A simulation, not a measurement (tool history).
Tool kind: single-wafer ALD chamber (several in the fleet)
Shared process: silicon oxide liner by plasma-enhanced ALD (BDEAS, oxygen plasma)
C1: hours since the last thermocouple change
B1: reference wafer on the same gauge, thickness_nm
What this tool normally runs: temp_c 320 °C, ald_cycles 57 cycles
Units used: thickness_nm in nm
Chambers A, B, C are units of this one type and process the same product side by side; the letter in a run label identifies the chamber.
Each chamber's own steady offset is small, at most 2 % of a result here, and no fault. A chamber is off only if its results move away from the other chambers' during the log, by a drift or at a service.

{"run": "1B", "hour": 5.4, "temp_c": 320, "ald_cycles": 57, "C1": 1973.1, "B1": 5.8004, "thickness_nm": 5.1406}
{"run": "2C", "hour": 8.5, "temp_c": 320, "ald_cycles": 57, "C1": 1395.0, "B1": 5.7996, "thickness_nm": 5.1234}
{"run": "3A", "hour": 12.9, "temp_c": 320, "ald_cycles": 57, "C1": 487.7, "B1": 5.795, "thickness_nm": 5.2538}
{"run": "4B", "hour": 19.7, "temp_c": 320, "ald_cycles": 57, "C1": 1987.4, "B1": 5.8, "thickness_nm": 5.1616}
{"run": "5A", "hour": 26.5, "temp_c": 320, "ald_cycles": 57, "C1": 501.3, "B1": 5.798, "thickness_nm": 5.2293}
{"run": "6C", "hour": 32.4, "temp_c": 320, "ald_cycles": 57, "C1": 1418.9, "B1": 5.8004, "thickness_nm": 5.1175}
{"run": "7C", "hour": 38.6, "temp_c": 320, "ald_cycles": 57, "C1": 1425.1, "B1": 5.801, "thickness_nm": 5.1516}
{"run": "8B", "hour": 43.1, "temp_c": 320, "ald_cycles": 57, "C1": 2010.8, "B1": 5.799, "thickness_nm": 5.1461}
{"run": "9A", "hour": 49.8, "temp_c": 312, "ald_cycles": 52, "C1": 524.6, "B1": 5.7976, "thickness_nm": 4.8508}
{"run": "10C", "hour": 56.3, "temp_c": 312, "ald_cycles": 52, "C1": 1442.8, "B1": 5.8009, "thickness_nm": 4.7051}
{"run": "11A", "hour": 59.5, "temp_c": 312, "ald_cycles": 52, "C1": 534.3, "B1": 5.7991, "thickness_nm": 4.8364}
{"run": "12B", "hour": 65.2, "temp_c": 328, "ald_cycles": 51, "C1": 2032.9, "B1": 5.7973, "thickness_nm": 4.5423}
{"run": "13B", "hour": 69.7, "temp_c": 328, "ald_cycles": 51, "C1": 2037.4, "B1": 5.7955, "thickness_nm": 4.5347}
{"run": "14A", "hour": 74.1, "temp_c": 328, "ald_cycles": 51, "C1": 548.9, "B1": 5.7979, "thickness_nm": 4.6296}
{"run": "15C", "hour": 80.9, "temp_c": 320, "ald_cycles": 57, "C1": 1467.4, "B1": 5.797, "thickness_nm": 5.1422}
{"run": "16C", "hour": 84.7, "temp_c": 320, "ald_cycles": 57, "C1": 1471.2, "B1": 5.7992, "thickness_nm": 5.1295}
{"run": "17A", "hour": 87.9, "temp_c": 312, "ald_cycles": 51, "C1": 562.7, "B1": 5.8015, "thickness_nm": 4.7537}
{"run": "18B", "hour": 93.5, "temp_c": 312, "ald_cycles": 51, "C1": 2061.2, "B1": 5.801, "thickness_nm": 4.6768}
{"run": "19C", "hour": 100.3, "temp_c": 312, "ald_cycles": 51, "C1": 1486.8, "B1": 5.803, "thickness_nm": 4.6422}
{"run": "20A", "hour": 104.2, "temp_c": 320, "ald_cycles": 57, "C1": 579.0, "B1": 5.8001, "thickness_nm": 5.2549}
{"hour": 110.6, "done": "chamber B: thermocouple changed; heater temperature recalibrated"}
{"run": "21B", "hour": 110.7, "temp_c": 320, "ald_cycles": 57, "C1": 0.2, "B1": 5.8013, "thickness_nm": 5.1542}
{"run": "22A", "hour": 116.3, "temp_c": 320, "ald_cycles": 57, "C1": 591.1, "B1": 5.7982, "thickness_nm": 5.236}
{"run": "23B", "hour": 119.4, "temp_c": 320, "ald_cycles": 67, "C1": 8.9, "B1": 5.8044, "thickness_nm": 6.0361}
{"run": "24C", "hour": 125.5, "temp_c": 320, "ald_cycles": 67, "C1": 1512.0, "B1": 5.7991, "thickness_nm": 5.9927}
{"run": "25C", "hour": 129.2, "temp_c": 320, "ald_cycles": 67, "C1": 1515.7, "B1": 5.801, "thickness_nm": 6.0169}
{"run": "26A", "hour": 133.0, "temp_c": 332, "ald_cycles": 52, "C1": 607.8, "B1": 5.797, "thickness_nm": 4.7023}
{"run": "27B", "hour": 139.2, "temp_c": 332, "ald_cycles": 52, "C1": 28.7, "B1": 5.8068, "thickness_nm": 4.6239}

Decide between three cases: one chamber stands off from its peers, the gauge reading all wafers drifts, or nothing is wrong past each chamber's small offset. Where a chamber is off, say which and what most likely put it there.

No chamber stands off beyond its own small offset, and the gauge holds steady.

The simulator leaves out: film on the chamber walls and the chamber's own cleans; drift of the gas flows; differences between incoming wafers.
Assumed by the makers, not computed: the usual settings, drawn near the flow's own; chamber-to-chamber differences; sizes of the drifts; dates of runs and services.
